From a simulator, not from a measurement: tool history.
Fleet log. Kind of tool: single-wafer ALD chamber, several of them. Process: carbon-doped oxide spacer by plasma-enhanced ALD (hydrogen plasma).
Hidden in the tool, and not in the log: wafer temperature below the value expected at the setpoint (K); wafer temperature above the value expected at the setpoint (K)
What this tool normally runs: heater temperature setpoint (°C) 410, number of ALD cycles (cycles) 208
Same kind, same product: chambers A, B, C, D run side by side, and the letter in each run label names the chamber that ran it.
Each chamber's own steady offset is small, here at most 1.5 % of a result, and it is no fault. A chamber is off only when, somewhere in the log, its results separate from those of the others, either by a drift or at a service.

run,hour,heater temperature setpoint (°C),number of ALD cycles (cycles),hours since the last thermocouple change,"read-back reference wafer on the same gauge, thickness_nm",mean film thickness on the monitor wafer (angstrom)
1C,2.1,410,208,335.4,11.196,101.790
2D,5.4,410,208,394.8,11.201,100.180
3A,7.6,410,208,673.3,11.193,100.480
4B,9.6,410,208,1607.0,11.193,100.090
5C,13.7,410,208,347.0,11.192,101.900
6D,18.2,410,208,407.6,11.190,99.881
7B,21.1,410,208,1618.5,11.190,100.290
8A,24.2,419,208,689.9,11.188,97.876
9D,28.0,419,208,417.4,11.179,97.292
10B,30.6,419,208,1628.0,11.181,97.129
11C,33.8,419,208,367.1,11.180,99.184
12A,36.8,423,184,702.5,11.176,85.325
13B,40.8,423,184,1638.2,11.178,84.727
14C,43.9,423,184,377.2,11.170,86.341
15D,47.2,423,184,436.6,11.171,84.650
16A,51.5,410,208,717.2,11.162,100.520
17B,53.5,410,234,1650.9,11.164,112.290
18A,56.9,410,234,722.6,11.168,113.220
19C,61.2,410,234,394.5,11.163,114.330
20D,64.9,410,234,454.3,11.161,111.990
21D,66.9,410,208,456.3,11.161,99.840
22C,69.3,410,208,402.6,11.162,101.740
23A,73.0,410,208,738.7,11.151,100.220
24B,75.5,410,208,1672.9,11.152,99.794
25D,79.2,410,208,468.6,11.149,99.606
26A,81.6,410,208,747.3,11.147,100.080
27B,84.9,410,208,1682.3,11.148,99.504
28C,88.7,410,208,422.0,11.148,101.270
29B,93.0,410,208,1690.4,11.141,99.656
30D,96.7,410,208,486.1,11.135,99.563
31A,99.5,410,208,765.2,11.140,100.240
32C,103.1,410,208,436.4,11.138,101.500
33C,105.8,410,208,439.1,11.134,101.380
34A,109.3,397,231,775.0,11.131,114.500
35B,112.2,397,231,1709.6,11.131,114.300

Has any chamber moved away from the others, gradually or after a service, or does the common gauge drift, or do the chambers differ only by their own small steady offsets? State the chamber and the most likely cause if one applies.

The gauge drifts, so all chambers seem to drift together. No chamber is off.
Cause: gauge reads low (%) = 0.638.

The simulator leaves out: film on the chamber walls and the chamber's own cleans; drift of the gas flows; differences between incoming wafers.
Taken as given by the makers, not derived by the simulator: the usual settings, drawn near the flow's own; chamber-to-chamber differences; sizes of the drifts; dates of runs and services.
